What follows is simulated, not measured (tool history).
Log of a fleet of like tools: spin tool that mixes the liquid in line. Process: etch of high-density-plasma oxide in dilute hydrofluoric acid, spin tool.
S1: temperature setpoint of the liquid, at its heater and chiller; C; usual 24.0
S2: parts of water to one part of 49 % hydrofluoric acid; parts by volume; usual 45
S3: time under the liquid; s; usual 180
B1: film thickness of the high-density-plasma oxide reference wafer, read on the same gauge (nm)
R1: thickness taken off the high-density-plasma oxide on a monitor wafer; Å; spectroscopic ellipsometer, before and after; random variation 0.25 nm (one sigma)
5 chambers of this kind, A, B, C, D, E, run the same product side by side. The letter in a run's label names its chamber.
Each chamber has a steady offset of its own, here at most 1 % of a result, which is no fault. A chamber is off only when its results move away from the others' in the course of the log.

run,hour,S1,S2,S3,B1,R1
1B,4.4,24.0,45,180,79.996,256.34
2C,12.3,24.0,45,180,80.022,254.96
3A,19.4,24.0,45,180,79.996,257.60
4D,25.1,24.0,45,180,80.010,249.78
5E,30.4,21.5,60,180,79.995,168.00
6A,36.5,21.5,60,180,80.005,173.12
7B,40.4,21.5,60,180,80.013,169.03
8E,44.3,21.5,60,180,80.015,165.93
9C,49.8,21.5,60,180,79.979,170.04
10D,57.2,24.0,45,180,79.976,254.59
11A,63.3,24.0,45,180,79.964,253.28
12B,69.5,22.0,45,180,79.999,235.86
13E,76.4,22.0,45,180,80.011,235.92
14C,84.6,22.0,45,180,79.996,233.86
15D,88.6,22.0,45,180,80.007,236.13
16A,95.3,22.0,45,180,79.984,237.36
17D,98.9,26.0,45,130,80.001,199.81
18E,102.7,26.0,45,130,80.003,199.65
19B,107.8,26.0,45,130,80.014,200.92
20C,112.7,26.0,45,130,80.000,195.73
21E,119.4,26.0,45,130,79.993,202.53
22A,123.8,24.0,45,180,79.994,256.47
23C,130.9,24.0,45,180,80.011,251.73
24D,137.2,24.0,45,180,80.043,259.53
25B,141.0,24.0,45,180,80.003,256.69
26A,144.6,24.0,45,180,80.015,259.20
27D,152.1,24.0,45,180,80.019,261.48
28E,157.5,24.0,45,180,79.986,252.58
29B,162.0,24.0,45,180,79.993,256.19
30C,169.6,24.0,45,180,80.025,253.29
31A,175.7,24.0,45,180,79.976,256.21
32E,179.4,24.0,45,180,79.987,249.20
33B,185.8,24.0,45,180,80.003,260.71
34C,191.3,24.0,45,180,79.988,254.67
35D,196.1,24.0,45,180,79.992,271.84
36A,201.9,24.0,45,180,80.016,257.11
37C,209.8,24.0,45,180,80.041,253.09
38B,218.1,24.0,45,180,79.996,255.64
39D,221.8,28.5,45,180,79.988,328.90
# hour 222.8: chamber E: thermometer replaced
40E,226.5,28.5,45,180,79.969,305.60
41B,230.7,28.5,45,180,79.994,305.55

Next, every chamber runs the same settings. What will each give?
42A,236.6,24.0,45,180,,?
42B,236.6,24.0,45,180,,?
42C,236.6,24.0,45,180,,?
42D,236.6,24.0,45,180,,?
42E,236.6,24.0,45,180,,?

run,R1
42A,255.38
42B,257.36
42C,256.45
42D,274.51
42E,258.17
